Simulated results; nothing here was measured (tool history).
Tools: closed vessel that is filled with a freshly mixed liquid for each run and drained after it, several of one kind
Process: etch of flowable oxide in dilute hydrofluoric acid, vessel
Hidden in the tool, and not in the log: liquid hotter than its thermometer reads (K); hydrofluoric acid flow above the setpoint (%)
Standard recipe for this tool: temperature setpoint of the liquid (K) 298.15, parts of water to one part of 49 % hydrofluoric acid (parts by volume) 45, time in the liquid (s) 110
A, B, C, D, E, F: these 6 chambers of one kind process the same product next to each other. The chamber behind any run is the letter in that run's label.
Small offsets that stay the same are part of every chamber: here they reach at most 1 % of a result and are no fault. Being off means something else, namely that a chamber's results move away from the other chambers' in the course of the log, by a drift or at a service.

run   hour  temperature setpoint of the liquid (K)  parts of water to one part of 49 % hydrofluoric acid (parts by volume)  time in the liquid (s)  hours since the thermometer was replaced  hours since the hydrofluoric acid flow meter was replaced  read-back film thickness of the flowable oxide reference wafer, read on the same gauge (nm)  thickness taken off the flowable oxide on a monitor wafer (Å)
 1D    4.2                                  298.15                                                                      45                     110                                    1798.2                                                     2366.6                                                                                      100.000                                                         566.01
 2A    8.0                                  298.15                                                                      45                     110                                     648.8                                                     1225.2                                                                                      100.000                                                         575.72
 3F   12.7                                  298.15                                                                      45                     110                                    1993.6                                                      253.8                                                                                      100.000                                                         576.73
 4E   16.8                                  298.15                                                                      45                     110                                     514.6                                                       70.3                                                                                      100.050                                                         571.27
 5C   19.2                                  298.15                                                                      45                     110                                    1050.3                                                      467.9                                                                                       99.979                                                         565.64
 6B   23.5                                  298.15                                                                      45                     110                                     365.8                                                      478.4                                                                                      100.010                                                         566.28
 7B   28.2                                  298.15                                                                      45                     110                                     370.5                                                      483.1                                                                                      100.030                                                         570.50
 8F   32.5                                  298.15                                                                      45                     110                                    2013.4                                                      273.6                                                                                       99.986                                                         566.16
 9E   36.0                                  298.15                                                                      60                     110                                     533.8                                                       89.5                                                                                      100.040                                                         426.47
10C   40.0                                  298.15                                                                      60                     110                                    1071.1                                                      488.7                                                                                       99.989                                                         417.58
11D   43.6                                  298.15                                                                      60                     110                                    1837.6                                                     2406.0                                                                                       99.981                                                         419.21
12A   48.2                                  298.15                                                                      60                     110                                     689.0                                                     1265.4                                                                                       99.998                                                         417.43
13E   50.4                                  298.15                                                                      60                     110                                     548.2                                                      103.9                                                                                      100.040                                                         423.62
14C   53.1                                  298.15                                                                      60                     110                                    1084.2                                                      501.8                                                                                      100.020                                                         414.18
15D   55.6                                  298.15                                                                      60                     110                                    1849.6                                                     2418.0                                                                                       99.997                                                         418.46
16A   58.9                                  298.15                                                                      60                     110                                     699.7                                                     1276.1                                                                                      100.020                                                         419.71
17F   61.9                                  298.15                                                                      60                     110                                    2042.8                                                      303.0                                                                                       99.986                                                         414.04
18B   66.3                                  298.15                                                                      60                     110                                     408.6                                                      521.2                                                                                       99.986                                                         416.14
      69.6  -- chamber F: thermometer replaced
19A   70.8                                  298.15                                                                      60                     110                                     711.6                                                     1288.0                                                                                       99.993                                                         420.90
20E   75.3                                  298.15                                                                      60                     110                                     573.1                                                      128.8                                                                                      100.010                                                         435.27
21F   79.3                                  298.15                                                                      45                     110                                       9.7                                                      320.4                                                                                       99.973                                                         557.46
22B   82.0                                  298.15                                                                      45                     110                                     424.3                                                      536.9                                                                                      100.000                                                         577.12
23D   86.1                                  298.15                                                                      35                      65                                    1880.1                                                     2448.5                                                                                      100.000                                                         445.02
24C   89.3                                  298.15                                                                      35                      65                                    1120.4                                                      538.0                                                                                       99.969                                                         431.83
25F   93.3                                  298.15                                                                      35                      65                                      23.7                                                      334.4                                                                                      100.010                                                         443.34
26A   96.5                                  298.15                                                                      35                      65                                     737.3                                                     1313.7                                                                                      100.010                                                         431.16
27E  101.0                                  298.15                                                                      35                      65                                     598.8                                                      154.5                                                                                       99.971                                                         465.28
28D  103.1                                  298.15                                                                      35                      65                                    1897.1                                                     2465.5                                                                                       99.992                                                         437.58
29C  106.9                                  298.15                                                                      45                     110                                    1138.0                                                      555.6                                                                                       99.998                                                         565.08
30B  109.1                                  298.15                                                                      45                     110                                     451.4                                                      564.0                                                                                       99.988                                                         566.23
31B  113.8                                  298.15                                                                      45                     110                                     456.1                                                      568.7                                                                                       99.974                                                         563.97
32E  118.4                                  298.15                                                                      45                     110                                     616.2                                                      171.9                                                                                       99.984                                                         611.74
33C  122.3                                  298.15                                                                      45                     110                                    1153.4                                                      571.0                                                                                       99.984                                                         564.45
34F  126.2                                  298.15                                                                      45                     110                                      56.6                                                      367.3                                                                                       99.996                                                         569.62
35A  128.9                                  298.15                                                                      45                     110                                     769.7                                                     1346.1                                                                                      100.010                                                         568.37
36D  131.8                                  298.15                                                                      45                      80                                    1925.8                                                     2494.2                                                                                       99.968                                                         417.42

What goes on in this fleet: one chamber off, a drifting gauge, or nothing beyond the chambers' own small offsets? Name the chamber and the cause, if any.

Little by little, chamber E moves away from the other chambers.
What lies behind it: liquid hotter than its thermometer reads (K) = 1.83.
It could be hard to tell apart here from: hydrofluoric acid flow above the setpoint (%).

Below are 4 candidate recipes for chamber E's next run, each the usual settings with a change, their results shown as question marks. Which of them brings E's results back in line with what the other chambers give on the usual settings?
A result is in line if it is within this distance of the other chambers' mean on the usual settings: thickness taken off the flowable oxide on a monitor wafer (Å) 16.00
37E-1  135.2                                  298.15                                                                      45                     120                                                                                                                                                                                                                                                                ?
37E-2  135.2                                  297.65                                                                      50                     110                                                                                                                                                                                                                                                                ?
37E-3  135.2                                  296.15                                                                      45                     110                                                                                                                                                                                                                                                                ?
37E-4  135.2                                  298.15                                                                      40                     110                                                                                                                                                                                                                                                                ?

Usual-settings mean across the other chambers: thickness taken off the flowable oxide on a monitor wafer (Å) 567.62
  run  thickness taken off the flowable oxide on a monitor wafer (Å)
37E-1                                                         669.06
37E-2                                                         537.08
37E-3                                                         564.62
37E-4                                                         694.97
37E-3 puts the chamber back in line with the other chambers.
